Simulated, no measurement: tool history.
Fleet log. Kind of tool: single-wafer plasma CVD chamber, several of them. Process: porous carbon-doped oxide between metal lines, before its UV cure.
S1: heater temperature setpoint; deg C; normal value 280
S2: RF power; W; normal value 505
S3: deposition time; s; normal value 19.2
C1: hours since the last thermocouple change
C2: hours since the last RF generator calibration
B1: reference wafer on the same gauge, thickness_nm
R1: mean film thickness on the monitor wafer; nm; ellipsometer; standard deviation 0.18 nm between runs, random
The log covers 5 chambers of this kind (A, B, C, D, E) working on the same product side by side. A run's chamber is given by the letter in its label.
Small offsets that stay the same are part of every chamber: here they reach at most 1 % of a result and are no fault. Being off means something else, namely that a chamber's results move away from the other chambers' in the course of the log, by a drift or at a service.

{"run": "1D", "hour": 13.3, "S1": 280, "S2": 505, "S3": 19.2, "C1": 154.0, "C2": 391.5, "B1": 122.01, "R1": 118.75}
{"run": "2B", "hour": 25.7, "S1": 280, "S2": 505, "S3": 19.2, "C1": 1040.2, "C2": 416.1, "B1": 122.07, "R1": 119.21}
{"run": "3A", "hour": 37.1, "S1": 280, "S2": 505, "S3": 19.2, "C1": 939.5, "C2": 537.9, "B1": 122.08, "R1": 119.8}
{"run": "4C", "hour": 50.4, "S1": 280, "S2": 505, "S3": 19.2, "C1": 1054.3, "C2": 2549.2, "B1": 122.07, "R1": 118.74}
{"run": "5E", "hour": 57.2, "S1": 280, "S2": 505, "S3": 19.2, "C1": 1352.2, "C2": 1013.9, "B1": 122.17, "R1": 120.12}
{"run": "6D", "hour": 65.7, "S1": 280, "S2": 505, "S3": 19.2, "C1": 206.4, "C2": 443.9, "B1": 122.12, "R1": 119.05}
{"run": "7C", "hour": 74.1, "S1": 290, "S2": 505, "S3": 20.8, "C1": 1078.0, "C2": 2572.9, "B1": 122.14, "R1": 120.6}
{"run": "8A", "hour": 84.2, "S1": 290, "S2": 505, "S3": 20.8, "C1": 986.6, "C2": 585.0, "B1": 122.1, "R1": 121.85}
{"run": "9B", "hour": 95.1, "S1": 290, "S2": 505, "S3": 20.8, "C1": 1109.6, "C2": 485.5, "B1": 122.17, "R1": 121.45}
{"run": "10E", "hour": 105.4, "S1": 290, "S2": 505, "S3": 20.8, "C1": 1400.4, "C2": 1062.1, "B1": 122.24, "R1": 122.06}
{"hour": 109.9, "done": "chamber C: RF generator calibrated"}
{"run": "11B", "hour": 115.5, "S1": 290, "S2": 505, "S3": 20.8, "C1": 1130.0, "C2": 505.9, "B1": 122.22, "R1": 121.55}
{"run": "12D", "hour": 127.1, "S1": 280, "S2": 505, "S3": 19.2, "C1": 267.8, "C2": 505.3, "B1": 122.3, "R1": 118.8}
{"hour": 132.9, "done": "chamber C: thermocouple changed; heater temperature recalibrated"}
{"run": "13A", "hour": 135.6, "S1": 280, "S2": 505, "S3": 19.2, "C1": 1038.0, "C2": 636.4, "B1": 122.27, "R1": 119.49}
{"run": "14E", "hour": 143.5, "S1": 280, "S2": 505, "S3": 19.2, "C1": 1438.5, "C2": 1100.2, "B1": 122.26, "R1": 120.63}
{"run": "15C", "hour": 149.8, "S1": 280, "S2": 505, "S3": 19.2, "C1": 17.0, "C2": 39.9, "B1": 122.25, "R1": 119.41}
{"run": "16D", "hour": 162.6, "S1": 280, "S2": 505, "S3": 19.2, "C1": 303.3, "C2": 540.8, "B1": 122.37, "R1": 118.96}
{"run": "17A", "hour": 170.4, "S1": 280, "S2": 505, "S3": 19.2, "C1": 1072.8, "C2": 671.2, "B1": 122.35, "R1": 120.18}
{"run": "18C", "hour": 183.8, "S1": 280, "S2": 505, "S3": 19.2, "C1": 51.0, "C2": 73.9, "B1": 122.32, "R1": 119.0}
{"run": "19E", "hour": 193.9, "S1": 280, "S2": 505, "S3": 19.2, "C1": 1488.9, "C2": 1150.6, "B1": 122.37, "R1": 120.77}
{"run": "20B", "hour": 204.7, "S1": 271, "S2": 505, "S3": 22.0, "C1": 1219.2, "C2": 595.1, "B1": 122.39, "R1": 144.32}
{"run": "21B", "hour": 213.4, "S1": 271, "S2": 505, "S3": 22.0, "C1": 1227.9, "C2": 603.8, "B1": 122.43, "R1": 144.64}
{"run": "22E", "hour": 224.2, "S1": 271, "S2": 505, "S3": 22.0, "C1": 1519.2, "C2": 1180.9, "B1": 122.43, "R1": 146.12}
{"run": "23A", "hour": 236.8, "S1": 271, "S2": 505, "S3": 22.0, "C1": 1139.2, "C2": 737.6, "B1": 122.45, "R1": 145.04}
{"run": "24D", "hour": 250.7, "S1": 271, "S2": 505, "S3": 22.0, "C1": 391.4, "C2": 628.9, "B1": 122.48, "R1": 143.78}
{"run": "25C", "hour": 263.9, "S1": 280, "S2": 505, "S3": 19.2, "C1": 131.1, "C2": 154.0, "B1": 122.54, "R1": 119.63}
{"run": "26C", "hour": 271.1, "S1": 280, "S2": 505, "S3": 19.2, "C1": 138.3, "C2": 161.2, "B1": 122.53, "R1": 119.2}
{"run": "27A", "hour": 278.3, "S1": 280, "S2": 505, "S3": 19.2, "C1": 1180.7, "C2": 779.1, "B1": 122.52, "R1": 119.88}
{"run": "28E", "hour": 287.7, "S1": 280, "S2": 505, "S3": 19.2, "C1": 1582.7, "C2": 1244.4, "B1": 122.54, "R1": 120.8}
{"run": "29D", "hour": 301.3, "S1": 280, "S2": 505, "S3": 19.2, "C1": 442.0, "C2": 679.5, "B1": 122.58, "R1": 119.29}
{"run": "30B", "hour": 314.0, "S1": 280, "S2": 505, "S3": 19.2, "C1": 1328.5, "C2": 704.4, "B1": 122.61, "R1": 119.79}
{"run": "31B", "hour": 326.5, "S1": 267, "S2": 505, "S3": 19.2, "C1": 1341.0, "C2": 716.9, "B1": 122.63, "R1": 130.42}
{"run": "32E", "hour": 333.1, "S1": 267, "S2": 505, "S3": 19.2, "C1": 1628.1, "C2": 1289.8, "B1": 122.65, "R1": 131.53}
{"run": "33A", "hour": 341.1, "S1": 267, "S2": 505, "S3": 19.2, "C1": 1243.5, "C2": 841.9, "B1": 122.67, "R1": 130.82}
{"run": "34C", "hour": 354.0, "S1": 267, "S2": 505, "S3": 19.2, "C1": 221.2, "C2": 244.1, "B1": 122.69, "R1": 129.85}
{"run": "35D", "hour": 360.8, "S1": 267, "S2": 505, "S3": 19.2, "C1": 501.5, "C2": 739.0, "B1": 122.69, "R1": 129.95}
{"hour": 371.8, "done": "chamber A: RF generator calibrated"}
{"run": "36A", "hour": 372.2, "S1": 280, "S2": 505, "S3": 19.2, "C1": 1274.6, "C2": 0.5, "B1": 122.72, "R1": 119.94}

Is one chamber off against the others, does the gauge drift, or is nothing wrong? If a chamber is off, say which, and what the likeliest cause is.

It is the gauge, not a chamber: its drift shows up in every chamber's results at once, and no chamber is off.
Likeliest cause: gauge reads high (%) = 0.611.

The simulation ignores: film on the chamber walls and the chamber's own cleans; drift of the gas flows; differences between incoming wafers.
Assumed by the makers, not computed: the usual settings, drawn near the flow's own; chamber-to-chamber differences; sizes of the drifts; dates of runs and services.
